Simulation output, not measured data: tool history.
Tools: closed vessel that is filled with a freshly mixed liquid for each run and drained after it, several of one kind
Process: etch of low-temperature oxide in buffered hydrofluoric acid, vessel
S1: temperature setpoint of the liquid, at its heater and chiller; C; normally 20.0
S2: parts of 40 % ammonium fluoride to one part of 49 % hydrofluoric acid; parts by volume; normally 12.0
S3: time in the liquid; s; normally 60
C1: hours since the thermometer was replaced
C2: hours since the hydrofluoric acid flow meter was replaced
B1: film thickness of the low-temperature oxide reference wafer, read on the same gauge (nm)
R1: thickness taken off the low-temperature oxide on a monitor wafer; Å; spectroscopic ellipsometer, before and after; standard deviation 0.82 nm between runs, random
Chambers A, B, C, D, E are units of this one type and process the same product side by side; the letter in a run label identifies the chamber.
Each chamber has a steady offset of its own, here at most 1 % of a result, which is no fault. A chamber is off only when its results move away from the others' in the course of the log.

run 1B hour=10.0 | S1=20.0 S2=12.0 S3=60 | C1=2245.0 C2=959.9 | B1=69.976 | R1=978.50
run 2E hour=21.0 | S1=20.0 S2=12.0 S3=60 | C1=1000.5 C2=636.7 | B1=69.975 | R1=1014.80
run 3C hour=28.1 | S1=20.0 S2=12.0 S3=60 | C1=1949.8 C2=886.9 | B1=69.993 | R1=1006.50
-- hour=29.4 chamber D: thermometer replaced
run 4A hour=35.8 | S1=20.0 S2=12.0 S3=60 | C1=546.0 C2=308.9 | B1=69.993 | R1=1013.00
run 5D hour=45.3 | S1=20.0 S2=7.5 S3=80 | C1=16.0 C2=1448.7 | B1=70.013 | R1=2067.40
run 6C hour=54.6 | S1=20.0 S2=7.5 S3=80 | C1=1976.3 C2=913.4 | B1=69.977 | R1=2051.00
run 7E hour=65.1 | S1=20.0 S2=7.5 S3=80 | C1=1044.6 C2=680.8 | B1=70.025 | R1=2073.10
run 8D hour=76.8 | S1=20.0 S2=7.5 S3=80 | C1=47.5 C2=1480.2 | B1=70.008 | R1=2098.20
-- hour=85.7 chamber D: hydrofluoric acid flow meter replaced
run 9B hour=88.3 | S1=20.0 S2=7.5 S3=80 | C1=2323.3 C2=1038.2 | B1=69.990 | R1=2063.60
run 10A hour=93.7 | S1=20.0 S2=12.0 S3=60 | C1=603.9 C2=366.8 | B1=69.994 | R1=1014.00
run 11A hour=104.6 | S1=20.0 S2=12.0 S3=60 | C1=614.8 C2=377.7 | B1=70.012 | R1=1000.90
run 12E hour=115.1 | S1=22.5 S2=15.0 S3=60 | C1=1094.6 C2=730.8 | B1=70.031 | R1=924.64
run 13C hour=121.7 | S1=22.5 S2=15.0 S3=60 | C1=2043.4 C2=980.5 | B1=70.016 | R1=946.32
run 14B hour=132.6 | S1=22.5 S2=15.0 S3=60 | C1=2367.6 C2=1082.5 | B1=69.988 | R1=924.19
run 15D hour=141.2 | S1=22.5 S2=15.0 S3=60 | C1=111.9 C2=55.5 | B1=69.996 | R1=934.40
run 16B hour=152.3 | S1=22.5 S2=15.0 S3=60 | C1=2387.3 C2=1102.2 | B1=69.998 | R1=906.03
run 17C hour=164.0 | S1=20.0 S2=12.0 S3=60 | C1=2085.7 C2=1022.8 | B1=69.997 | R1=996.33
run 18D hour=171.8 | S1=22.0 S2=12.0 S3=70 | C1=142.5 C2=86.1 | B1=70.021 | R1=1333.70
run 19A hour=178.3 | S1=22.0 S2=12.0 S3=70 | C1=688.5 C2=451.4 | B1=70.001 | R1=1265.40
run 20E hour=186.9 | S1=22.0 S2=12.0 S3=70 | C1=1166.4 C2=802.6 | B1=69.977 | R1=1312.00
run 21A hour=192.6 | S1=22.0 S2=12.0 S3=70 | C1=702.8 C2=465.7 | B1=70.004 | R1=1251.90
run 22E hour=201.8 | S1=22.0 S2=12.0 S3=70 | C1=1181.3 C2=817.5 | B1=69.982 | R1=1299.80
run 23D hour=212.4 | S1=20.0 S2=12.0 S3=60 | C1=183.1 C2=126.7 | B1=69.979 | R1=1011.70
run 24B hour=223.1 | S1=20.0 S2=12.0 S3=60 | C1=2458.1 C2=1173.0 | B1=70.010 | R1=992.20
run 25C hour=230.2 | S1=20.0 S2=12.0 S3=60 | C1=2151.9 C2=1089.0 | B1=69.984 | R1=1013.90
run 26A hour=239.3 | S1=20.0 S2=12.0 S3=60 | C1=749.5 C2=512.4 | B1=70.016 | R1=937.31
run 27E hour=249.7 | S1=20.0 S2=12.0 S3=60 | C1=1229.2 C2=865.4 | B1=70.014 | R1=999.22
run 28C hour=257.3 | S1=20.0 S2=12.0 S3=60 | C1=2179.0 C2=1116.1 | B1=69.985 | R1=1013.80
run 29B hour=262.7 | S1=20.0 S2=12.0 S3=60 | C1=2497.7 C2=1212.6 | B1=70.020 | R1=1001.80
run 30D hour=272.8 | S1=20.0 S2=12.0 S3=60 | C1=243.5 C2=187.1 | B1=69.994 | R1=1000.90
run 31B hour=279.4 | S1=20.0 S2=12.0 S3=60 | C1=2514.4 C2=1229.3 | B1=69.994 | R1=996.30
run 32D hour=290.3 | S1=20.0 S2=12.0 S3=60 | C1=261.0 C2=204.6 | B1=69.995 | R1=1006.80
run 33C hour=299.7 | S1=20.0 S2=12.0 S3=60 | C1=2221.4 C2=1158.5 | B1=69.974 | R1=993.43

Next, every chamber runs the same settings. What will each give?
run 34A hour=308.3 | S1=20.0 S2=12.0 S3=40 | R1=?
run 34B hour=308.3 | S1=20.0 S2=12.0 S3=40 | R1=?
run 34C hour=308.3 | S1=20.0 S2=12.0 S3=40 | R1=?
run 34D hour=308.3 | S1=20.0 S2=12.0 S3=40 | R1=?
run 34E hour=308.3 | S1=20.0 S2=12.0 S3=40 | R1=?

run=34A R1=605.30
run=34B R1=666.76
run=34C R1=666.18
run=34D R1=667.72
run=34E R1=665.13

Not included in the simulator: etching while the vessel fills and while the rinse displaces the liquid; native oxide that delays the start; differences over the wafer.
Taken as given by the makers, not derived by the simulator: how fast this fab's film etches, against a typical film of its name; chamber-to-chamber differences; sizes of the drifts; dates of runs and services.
